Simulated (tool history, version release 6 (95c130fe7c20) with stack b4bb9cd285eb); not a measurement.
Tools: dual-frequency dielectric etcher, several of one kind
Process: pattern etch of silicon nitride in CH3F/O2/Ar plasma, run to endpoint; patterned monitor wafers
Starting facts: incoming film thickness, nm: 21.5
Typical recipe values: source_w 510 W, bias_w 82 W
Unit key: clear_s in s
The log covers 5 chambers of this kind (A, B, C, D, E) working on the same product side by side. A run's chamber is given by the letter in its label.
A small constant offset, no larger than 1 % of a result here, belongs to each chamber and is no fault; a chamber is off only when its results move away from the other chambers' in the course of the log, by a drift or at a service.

| run | day | source_w | bias_w | hours since the last wet clean | hours since the last source power generator calibration | hours since the last bias power generator calibration | clear_s |
|---|---|---|---|---|---|---|---|
| 1D | 0.171 | 510 | 82 | 378 | 1445.5 | 1436 | 26.988 |
| 2C | 0.433 | 510 | 82 | 353 | 1018.4 | 1991.9 | 27.255 |
| 3E | 0.675 | 510 | 82 | 125.1 | 74.5 | 79.3 | 27.314 |
| 4B | 1.029 | 510 | 82 | 250.2 | 3004.8 | 1412.1 | 26.888 |
| 5A | 1.362 | 460 | 82 | 321.5 | 2729 | 40.6 | 27.992 |
| 6A | 1.696 | 460 | 82 | 329.5 | 2737 | 48.6 | 27.933 |
| 7E | 1.938 | 460 | 82 | 155.4 | 104.8 | 109.6 | 28.514 |
| 8B | 2.117 | 460 | 82 | 276.3 | 3030.9 | 1438.2 | 28.145 |
| 9C | 2.4 | 460 | 82 | 400.2 | 1065.6 | 2039.1 | 28.323 |
| 10D | 2.696 | 460 | 82 | 438.6 | 1506.1 | 1496.6 | 28.113 |
| 11C | 2.946 | 460 | 82 | 413.3 | 1078.7 | 2052.2 | 28.272 |
| 12D | 3.279 | 460 | 82 | 452.6 | 1520.1 | 1510.6 | 27.993 |
|  | 3.55 | chamber A: wet clean of the chamber |
| 13B | 3.592 | 460 | 82 | 311.7 | 3066.3 | 1473.6 | 27.953 |
| 14E | 3.921 | 460 | 82 | 203 | 152.4 | 157.2 | 28.359 |
| 15A | 4.1 | 510 | 82 | 13.2 | 2794.7 | 106.3 | 26.941 |
| 16A | 4.379 | 510 | 82 | 19.9 | 2801.4 | 113 | 26.801 |
| 17B | 4.658 | 510 | 82 | 337.3 | 3091.9 | 1499.2 | 26.538 |
|  | 4.821 | chamber C: wet clean of the chamber |
|  | 4.862 | chamber B: source power generator calibrated |
| 18E | 4.883 | 510 | 82 | 226.1 | 175.5 | 180.3 | 27.478 |
| 19D | 5.108 | 510 | 82 | 496.5 | 1564 | 1554.5 | 27.138 |
| 20C | 5.375 | 510 | 82 | 13.3 | 1137 | 2110.5 | 26.961 |
| 21A | 5.625 | 510 | 82 | 49.8 | 2831.3 | 142.9 | 27.111 |
| 22B | 5.883 | 510 | 82 | 366.7 | 24.6 | 1528.6 | 26.625 |
| 23D | 6.138 | 510 | 82 | 521.2 | 1588.7 | 1579.2 | 27.101 |
| 24E | 6.429 | 510 | 82 | 263.2 | 212.6 | 217.4 | 27.503 |
| 25C | 6.588 | 510 | 82 | 42.4 | 1166.1 | 2139.6 | 27.12 |
| 26D | 6.767 | 510 | 82 | 536.3 | 1603.8 | 1594.3 | 26.852 |
|  | 6.883 | chamber D: wet clean of the chamber |
| 27B | 7.079 | 510 | 71 | 395.4 | 53.3 | 1557.3 | 27.713 |
| 28C | 7.371 | 510 | 71 | 61.2 | 1184.9 | 2158.4 | 28.55 |
| 29A | 7.646 | 510 | 71 | 98.3 | 2879.8 | 191.4 | 28.259 |
| 30E | 7.825 | 510 | 71 | 296.7 | 246.1 | 250.9 | 28.784 |
| 31B | 8.079 | 510 | 71 | 419.4 | 77.3 | 1581.3 | 27.64 |
| 32C | 8.346 | 510 | 82 | 84.6 | 1208.3 | 2181.8 | 27.137 |
| 33A | 8.575 | 510 | 82 | 120.6 | 2902.1 | 213.7 | 26.727 |
| 34D | 8.883 | 510 | 82 | 48 | 1654.6 | 1645.1 | 27.192 |
| 35E | 9.117 | 510 | 82 | 327.7 | 277.1 | 281.9 | 27.166 |
| 36A | 9.446 | 510 | 82 | 141.5 | 2923 | 234.6 | 26.86 |
| 37C | 9.746 | 430 | 82 | 118.2 | 1241.9 | 2215.4 | 29.078 |
| 38B | 9.9 | 430 | 82 | 463.1 | 121 | 1625 | 27.855 |
| 39E | 10.225 | 430 | 82 | 354.3 | 303.7 | 308.5 | 29.098 |
| 40D | 10.421 | 430 | 82 | 84.9 | 1691.5 | 1682 | 28.976 |
| 41B | 10.679 | 430 | 82 | 481.8 | 139.7 | 1643.7 | 28.091 |
| 42E | 11.029 | 550 | 67 | 373.6 | 323 | 327.8 | 28.215 |
| 43D | 11.312 | 550 | 67 | 106.3 | 1712.9 | 1703.4 | 27.956 |

Decide between three cases: one chamber stands off from its peers, the gauge reading all wafers drifts, or nothing is wrong past each chamber's small offset. Where a chamber is off, say which and what most likely put it there.

One chamber, B, drifts off from the rest bit by bit.
Most likely cause: etch rate over this chamber's usual, % = 3.7.

Here are 4 candidates for chamber B's next run, each the usual settings with a change, their results left as question marks. Which one brings its results back in line with what the others give on the usual settings?
To be in line, a result may differ from the other chambers' mean on the usual settings by at most: clear_s 0.32 s
| 44B-1 | 11.567 | 540 | 86 |  |  |  | ? |
| 44B-2 | 11.567 | 510 | 73 |  |  |  | ? |
| 44B-3 | 11.567 | 510 | 101 |  |  |  | ? |
| 44B-4 | 11.567 | 420 | 82 |  |  |  | ? |

Average result of the remaining chambers running the usual settings: clear_s 27.094 s
| run | clear_s |
|---|---|
| 44B-1 | 25.04 |
| 44B-2 | 27.054 |
| 44B-3 | 24.186 |
| 44B-4 | 28.017 |
The right change is 44B-2: it brings the chamber back within the allowed miss of the others.

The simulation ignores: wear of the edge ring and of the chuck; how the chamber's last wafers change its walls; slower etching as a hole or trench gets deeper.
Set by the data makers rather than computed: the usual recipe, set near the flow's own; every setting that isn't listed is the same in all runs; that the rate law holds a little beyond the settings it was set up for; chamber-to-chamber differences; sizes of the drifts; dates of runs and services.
